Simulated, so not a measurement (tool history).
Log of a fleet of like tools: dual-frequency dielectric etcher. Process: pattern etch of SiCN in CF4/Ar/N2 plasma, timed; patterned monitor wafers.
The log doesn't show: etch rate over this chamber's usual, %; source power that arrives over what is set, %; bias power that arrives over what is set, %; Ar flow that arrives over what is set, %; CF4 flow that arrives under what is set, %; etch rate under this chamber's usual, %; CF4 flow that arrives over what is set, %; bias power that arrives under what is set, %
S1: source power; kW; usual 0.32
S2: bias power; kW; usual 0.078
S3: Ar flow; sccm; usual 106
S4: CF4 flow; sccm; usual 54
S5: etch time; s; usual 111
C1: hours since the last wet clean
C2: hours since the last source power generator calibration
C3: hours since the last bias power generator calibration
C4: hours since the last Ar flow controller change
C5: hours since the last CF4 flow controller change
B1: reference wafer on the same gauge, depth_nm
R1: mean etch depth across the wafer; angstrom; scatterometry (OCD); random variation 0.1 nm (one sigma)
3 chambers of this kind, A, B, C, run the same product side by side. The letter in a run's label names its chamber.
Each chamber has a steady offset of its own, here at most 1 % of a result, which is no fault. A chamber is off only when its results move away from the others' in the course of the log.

run	day	S1	S2	S3	S4	S5	C1	C2	C3	C4	C5	B1	R1
1C	0.271	0.32	0.078	106	54	111	230.8	1407.1	1953.4	809.4	1512.5	74.383	703.3
# day 0.742: chamber A: wet clean of the chamber
2B	0.758	0.32	0.078	106	54	111	129.8	3587.4	84.8	491.9	1698.3	74.379	689.86
3A	1.046	0.32	0.078	106	54	111	7.4	274.3	447.9	1572.9	718.8	74.359	694.89
4B	1.55	0.32	0.078	106	54	111	148.8	3606.4	103.8	510.9	1717.3	74.364	692.06
5C	2.067	0.32	0.078	106	54	111	273.9	1450.2	1996.5	852.5	1555.6	74.365	701.34
6A	2.562	0.32	0.078	106	54	111	43.8	310.7	484.3	1609.3	755.2	74.297	696.28
7A	3.079	0.32	0.078	106	54	111	56.2	323.1	496.7	1621.7	767.6	74.313	696.36
8C	3.617	0.32	0.078	106	54	111	311.1	1487.4	2033.7	889.7	1592.8	74.283	699.78
9B	3.904	0.32	0.078	106	54	111	205.3	3662.9	160.3	567.4	1773.8	74.274	692.05
10A	4.254	0.32	0.078	106	54	111	84.4	351.3	524.9	1649.9	795.8	74.273	695.66
11C	4.658	0.32	0.078	106	54	111	336.1	1512.4	2058.7	914.7	1617.8	74.253	699.94
12B	5.179	0.32	0.078	106	54	111	235.9	3693.5	190.9	598	1804.4	74.225	690.06
13A	5.488	0.32	0.078	106	54	111	114	380.9	554.5	1679.5	825.4	74.198	697.58
14B	6.025	0.32	0.078	106	54	111	256.2	3713.8	211.2	618.3	1824.7	74.196	690.41
15C	6.496	0.32	0.078	106	54	111	380.2	1556.5	2102.8	958.8	1661.9	74.224	700.82
16B	6.917	0.32	0.078	106	54	111	277.6	3735.2	232.6	639.7	1846.1	74.154	689.92
# day 7.1: chamber C: wet clean of the chamber
17C	7.512	0.32	0.078	106	54	111	10	1580.9	2127.2	983.2	1686.3	74.212	698.52
18A	8.079	0.32	0.078	106	54	111	176.2	443.1	616.7	1741.7	887.6	74.165	694.9
19B	8.479	0.32	0.078	106	54	111	315.1	3772.7	270.1	677.2	1883.6	74.143	688.91
20C	8.796	0.32	0.078	106	54	111	40.8	1611.7	2158	1014	1717.1	74.129	699.54
21A	9.312	0.32	0.085	81	54	111	205.8	472.7	646.3	1771.3	917.2	74.096	746.41
22C	9.796	0.32	0.085	81	54	111	64.8	1635.7	2182	1038	1741.1	74.089	750.52
23A	10.129	0.32	0.085	81	54	111	225.4	492.3	665.9	1790.9	936.8	74.107	745.75
24B	10.471	0.32	0.078	106	54	111	362.9	3820.5	317.9	725	1931.4	74.064	687.28
25A	10.746	0.32	0.078	106	54	111	240.2	507.1	680.7	1805.7	951.6	74.095	693.36
26C	11.238	0.32	0.078	95	54	111	99.4	1670.3	2216.6	1072.6	1775.7	74.071	708.94
27B	11.658	0.32	0.078	95	54	111	391.4	3849	346.4	753.5	1959.9	74.053	699.15
# day 12.208: chamber B: source power generator calibrated
28A	12.229	0.32	0.078	95	54	111	275.8	542.7	716.3	1841.3	987.2	74.047	704.56
29C	12.688	0.29	0.078	106	54	111	134.2	1705.1	2251.4	1107.4	1810.5	74.028	643.29
30B	13.204	0.29	0.078	106	54	111	428.5	24	383.5	790.6	1997	74.027	632.31
# day 13.408: chamber A: Ar flow controller replaced
31C	13.583	0.29	0.078	106	54	111	155.7	1726.6	2272.9	1128.9	1832	73.981	640.95
32B	13.942	0.29	0.078	106	54	111	446.2	41.7	401.2	808.3	2014.7	73.987	633.45
33A	14.454	0.29	0.078	106	54	111	329.2	596.1	769.7	25.1	1040.6	73.957	636

Next, every chamber runs the same settings. What will each give?
34A	14.9	0.32	0.078	106	54	111							?
34B	14.9	0.32	0.078	106	54	111							?
34C	14.9	0.32	0.078	106	54	111							?

run	R1
34A	695.83
34B	687.4
34C	698.56

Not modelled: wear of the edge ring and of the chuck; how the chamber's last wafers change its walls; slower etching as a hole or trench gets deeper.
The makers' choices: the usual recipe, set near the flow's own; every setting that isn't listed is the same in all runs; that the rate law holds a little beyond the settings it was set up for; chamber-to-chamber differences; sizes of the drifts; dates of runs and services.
